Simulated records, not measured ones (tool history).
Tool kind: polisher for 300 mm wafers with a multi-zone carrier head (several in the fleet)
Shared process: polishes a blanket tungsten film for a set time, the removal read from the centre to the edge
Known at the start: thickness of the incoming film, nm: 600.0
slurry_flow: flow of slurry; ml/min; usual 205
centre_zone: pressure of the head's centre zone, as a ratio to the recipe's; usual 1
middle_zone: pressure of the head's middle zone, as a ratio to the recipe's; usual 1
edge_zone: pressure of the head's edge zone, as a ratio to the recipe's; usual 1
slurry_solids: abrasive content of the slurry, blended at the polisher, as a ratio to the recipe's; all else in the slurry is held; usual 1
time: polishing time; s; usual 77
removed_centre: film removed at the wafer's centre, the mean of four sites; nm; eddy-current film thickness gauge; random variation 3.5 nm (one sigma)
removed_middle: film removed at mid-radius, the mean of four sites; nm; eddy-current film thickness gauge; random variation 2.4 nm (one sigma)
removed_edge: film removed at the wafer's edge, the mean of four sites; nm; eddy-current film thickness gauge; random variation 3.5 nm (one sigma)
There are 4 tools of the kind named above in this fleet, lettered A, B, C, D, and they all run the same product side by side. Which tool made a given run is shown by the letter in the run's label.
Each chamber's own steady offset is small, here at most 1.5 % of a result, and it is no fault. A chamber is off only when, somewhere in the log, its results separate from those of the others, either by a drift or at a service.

Run 1A, hour 6.8: usual settings. Result: removed_centre 241.8 nm, removed_middle 248.03 nm, removed_edge 242.82 nm.
At hour 17.5: chamber D: centre zone pressure recalibrated.
Run 2B, hour 19.7: usual settings. Result: removed_centre 238.82 nm, removed_middle 239.08 nm, removed_edge 240.57 nm.
At hour 25.4: chamber C: worn pad replaced by a new one.
Run 3D, hour 30.6: usual settings. Result: removed_centre 240.54 nm, removed_middle 238.78 nm, removed_edge 242.1 nm.
Run 4C, hour 38.2: usual settings. Result: removed_centre 237.8 nm, removed_middle 242.89 nm, removed_edge 237.78 nm.
At hour 42.3: chamber D: worn pad replaced by a new one.
Run 5C, hour 51.1: usual settings. Result: removed_centre 243.26 nm, removed_middle 247.06 nm, removed_edge 238.61 nm.
Run 6B, hour 60.1: usual settings. Result: removed_centre 248.76 nm, removed_middle 240.14 nm, removed_edge 248.2 nm.
At hour 69.4: chamber A: worn pad replaced by a new one.
Run 7A, hour 72.5: usual settings but slurry_solids 0.75, time 53 s. Result: removed_centre 154.31 nm, removed_middle 155.05 nm, removed_edge 160.51 nm.
Run 8D, hour 79.5: usual settings but slurry_solids 0.75, time 53 s. Result: removed_centre 157.85 nm, removed_middle 153.54 nm, removed_edge 158.39 nm.
Run 9D, hour 91.2: usual settings but slurry_solids 0.75, time 53 s. Result: removed_centre 157.74 nm, removed_middle 157.11 nm, removed_edge 152.86 nm.
Run 10B, hour 97.9: usual settings but slurry_solids 0.75, time 53 s. Result: removed_centre 154.14 nm, removed_middle 156.58 nm, removed_edge 154.61 nm.
Run 11A, hour 110.7: usual settings. Result: removed_centre 236.55 nm, removed_middle 245.27 nm, removed_edge 240.28 nm.
Run 12C, hour 124.2: usual settings. Result: removed_centre 245.36 nm, removed_middle 247.54 nm, removed_edge 238.71 nm.
At hour 132.9: chamber C: worn pad replaced by a new one.
Run 13D, hour 136.7: usual settings. Result: removed_centre 235.61 nm, removed_middle 238.75 nm, removed_edge 241.73 nm.
Run 14B, hour 143.6: usual settings. Result: removed_centre 243.49 nm, removed_middle 239.44 nm, removed_edge 242.08 nm.
Run 15A, hour 150: usual settings. Result: removed_centre 234.02 nm, removed_middle 242.69 nm, removed_edge 242.85 nm.
At hour 156.5: chamber B: worn pad replaced by a new one.
Run 16C, hour 160: usual settings. Result: removed_centre 243.69 nm, removed_middle 238.53 nm, removed_edge 238.37 nm.
At hour 166.9: chamber D: worn pad replaced by a new one.
Run 17B, hour 172.8: usual settings. Result: removed_centre 240.93 nm, removed_middle 237.7 nm, removed_edge 233.08 nm.
At hour 182.6: chamber A: worn pad replaced by a new one.
Run 18D, hour 183.8: usual settings but centre_zone 0.91. Result: removed_centre 212.33 nm, removed_middle 246.2 nm, removed_edge 240.37 nm.
Run 19C, hour 190.6: usual settings but centre_zone 0.91. Result: removed_centre 219.37 nm, removed_middle 243.72 nm, removed_edge 242.66 nm.
Run 20A, hour 199.5: usual settings but centre_zone 0.91. Result: removed_centre 215.91 nm, removed_middle 247.02 nm, removed_edge 238.86 nm.
At hour 209.4: chamber D: edge zone pressure recalibrated.
Run 21D, hour 210.3: usual settings but centre_zone 0.91. Result: removed_centre 210.81 nm, removed_middle 236.19 nm, removed_edge 245.59 nm.
Run 22A, hour 221.5: usual settings. Result: removed_centre 237.39 nm, removed_middle 242.75 nm, removed_edge 238.57 nm.
Run 23C, hour 233.9: usual settings but slurry_flow 160 ml/min. Result: removed_centre 233.21 nm, removed_middle 231.64 nm, removed_edge 234.82 nm.
Run 24B, hour 241.5: usual settings but slurry_flow 160 ml/min. Result: removed_centre 225.09 nm, removed_middle 225.33 nm, removed_edge 230.21 nm.
At hour 241.6: chamber C: worn pad replaced by a new one.
Run 25C, hour 254: usual settings but slurry_flow 160 ml/min. Result: removed_centre 239.19 nm, removed_middle 231.27 nm, removed_edge 238.24 nm.
At hour 254.5: chamber D: slurry nozzle cleaned.
Run 26A, hour 260.6: usual settings but slurry_flow 160 ml/min. Result: removed_centre 229.01 nm, removed_middle 231.91 nm, removed_edge 231.63 nm.
Run 27D, hour 273.5: usual settings. Result: removed_centre 238.22 nm, removed_middle 237.84 nm, removed_edge 232.68 nm.
At hour 275.9: chamber D: worn pad replaced by a new one.
At hour 279.1: chamber A: worn pad replaced by a new one.
Run 28B, hour 286.1: usual settings but slurry_flow 240 ml/min, time 52 s. Result: removed_centre 160.09 nm, removed_middle 160.97 nm, removed_edge 163.78 nm.
Run 29A, hour 292.9: usual settings but slurry_flow 240 ml/min, time 52 s. Result: removed_centre 161.61 nm, removed_middle 165.76 nm, removed_edge 168.9 nm.
Run 30D, hour 305.2: usual settings but slurry_flow 240 ml/min, time 52 s. Result: removed_centre 166.28 nm, removed_middle 165.36 nm, removed_edge 160.07 nm.
Run 31C, hour 313.2: usual settings but slurry_flow 240 ml/min, time 52 s. Result: removed_centre 162.81 nm, removed_middle 164.53 nm, removed_edge 162.73 nm.
Run 32B, hour 323.3: usual settings. Result: removed_centre 225.55 nm, removed_middle 224.27 nm, removed_edge 229.14 nm.
At hour 327: chamber B: worn pad replaced by a new one.
Run 33B, hour 330.4: usual settings. Result: removed_centre 224.71 nm, removed_middle 229.37 nm, removed_edge 234.02 nm.
At hour 339.7: chamber C: worn pad replaced by a new one.
Run 34A, hour 342.2: usual settings. Result: removed_centre 238.04 nm, removed_middle 244.02 nm, removed_edge 248.78 nm.
Run 35C, hour 348.3: usual settings but middle_zone 0.92. Result: removed_centre 245.29 nm, removed_middle 225.52 nm, removed_edge 242.06 nm.
Run 36D, hour 361.6: usual settings but middle_zone 0.92. Result: removed_centre 237.15 nm, removed_middle 220.83 nm, removed_edge 244.2 nm.

Next, every chamber runs the same settings. What will each give?
Run 37A, hour 371.4: usual settings. Result: removed_centre ?, removed_middle ?, removed_edge ?.
Run 37B, hour 371.4: usual settings. Result: removed_centre ?, removed_middle ?, removed_edge ?.
Run 37C, hour 371.4: usual settings. Result: removed_centre ?, removed_middle ?, removed_edge ?.
Run 37D, hour 371.4: usual settings. Result: removed_centre ?, removed_middle ?, removed_edge ?.

run  removed_centre  removed_middle  removed_edge
37A          239.89          244.24        243.15
37B          225.22          222.81        228.53
37C           240.5          241.75        241.46
37D          234.23          236.71         238.4

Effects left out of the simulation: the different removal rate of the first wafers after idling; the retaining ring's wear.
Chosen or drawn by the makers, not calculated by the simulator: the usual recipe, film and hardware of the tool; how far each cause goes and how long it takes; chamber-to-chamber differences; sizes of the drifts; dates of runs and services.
